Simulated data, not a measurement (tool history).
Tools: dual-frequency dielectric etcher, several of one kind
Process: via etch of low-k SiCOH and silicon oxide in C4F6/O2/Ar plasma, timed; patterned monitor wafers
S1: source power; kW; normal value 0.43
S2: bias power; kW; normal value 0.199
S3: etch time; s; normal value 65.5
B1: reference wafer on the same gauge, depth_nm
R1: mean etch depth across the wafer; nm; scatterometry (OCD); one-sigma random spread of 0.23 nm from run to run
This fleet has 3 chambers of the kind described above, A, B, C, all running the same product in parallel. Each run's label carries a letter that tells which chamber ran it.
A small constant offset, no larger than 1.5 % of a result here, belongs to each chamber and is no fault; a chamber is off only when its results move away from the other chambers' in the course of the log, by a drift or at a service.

run 1C day=0.304 | S1=0.43 S2=0.199 S3=65.5 | B1=159.96 | R1=195.84
run 2A day=0.667 | S1=0.43 S2=0.199 S3=65.5 | B1=159.9 | R1=195.13
run 3B day=0.971 | S1=0.43 S2=0.199 S3=65.5 | B1=159.93 | R1=196.72
run 4C day=1.246 | S1=0.43 S2=0.199 S3=65.5 | B1=159.89 | R1=195.82
run 5B day=1.483 | S1=0.43 S2=0.199 S3=65.5 | B1=159.9 | R1=196.57
run 6A day=1.808 | S1=0.43 S2=0.199 S3=65.5 | B1=159.84 | R1=195.1
run 7A day=2.154 | S1=0.43 S2=0.199 S3=65.5 | B1=159.84 | R1=194.54
run 8C day=2.529 | S1=0.37 S2=0.199 S3=73 | B1=159.76 | R1=206.06
run 9B day=2.771 | S1=0.37 S2=0.199 S3=73 | B1=159.78 | R1=206.76
run 10B day=3.046 | S1=0.37 S2=0.199 S3=73 | B1=159.75 | R1=206.29
run 11C day=3.467 | S1=0.43 S2=0.199 S3=65.5 | B1=159.75 | R1=195.66
run 12A day=3.904 | S1=0.43 S2=0.199 S3=65.5 | B1=159.7 | R1=194.49
-- day=4.133 chamber C: wet clean of the chamber
run 13C day=4.262 | S1=0.43 S2=0.199 S3=65.5 | B1=159.64 | R1=195.78
run 14B day=4.646 | S1=0.43 S2=0.199 S3=65.5 | B1=159.66 | R1=196.55
-- day=4.929 chamber A: bias power generator calibrated
run 15A day=4.933 | S1=0.43 S2=0.199 S3=65.5 | B1=159.61 | R1=194.7
run 16B day=5.229 | S1=0.43 S2=0.199 S3=65.5 | B1=159.53 | R1=196.05
run 17C day=5.471 | S1=0.4 S2=0.199 S3=65.5 | B1=159.57 | R1=189.9
run 18A day=5.892 | S1=0.4 S2=0.199 S3=65.5 | B1=159.51 | R1=188.91
run 19B day=6.275 | S1=0.4 S2=0.199 S3=65.5 | B1=159.52 | R1=190.85
run 20C day=6.625 | S1=0.43 S2=0.175 S3=65.5 | B1=159.42 | R1=187.57
-- day=6.775 chamber B: wet clean of the chamber
run 21A day=6.896 | S1=0.43 S2=0.175 S3=65.5 | B1=159.45 | R1=186.86
run 22B day=7.188 | S1=0.43 S2=0.175 S3=65.5 | B1=159.42 | R1=188.49
run 23A day=7.579 | S1=0.43 S2=0.199 S3=65.5 | B1=159.4 | R1=194.49
run 24C day=7.867 | S1=0.47 S2=0.199 S3=80.5 | B1=159.37 | R1=247.8
run 25B day=8.258 | S1=0.47 S2=0.199 S3=80.5 | B1=159.31 | R1=249.32
run 26A day=8.504 | S1=0.47 S2=0.199 S3=80.5 | B1=159.31 | R1=246.9
run 27C day=8.708 | S1=0.43 S2=0.199 S3=65.5 | B1=159.32 | R1=194.96
run 28A day=8.929 | S1=0.43 S2=0.199 S3=65.5 | B1=159.33 | R1=194.66
run 29B day=9.267 | S1=0.43 S2=0.199 S3=65.5 | B1=159.25 | R1=195.75

Is one chamber off against the others, does the gauge drift, or is nothing wrong? If a chamber is off, say which, and what the likeliest cause is.

No chamber is off; the gauge reading every chamber's wafers drifts, which makes the whole fleet appear to move together.
Cause: gauge reads low (%) = 0.484.
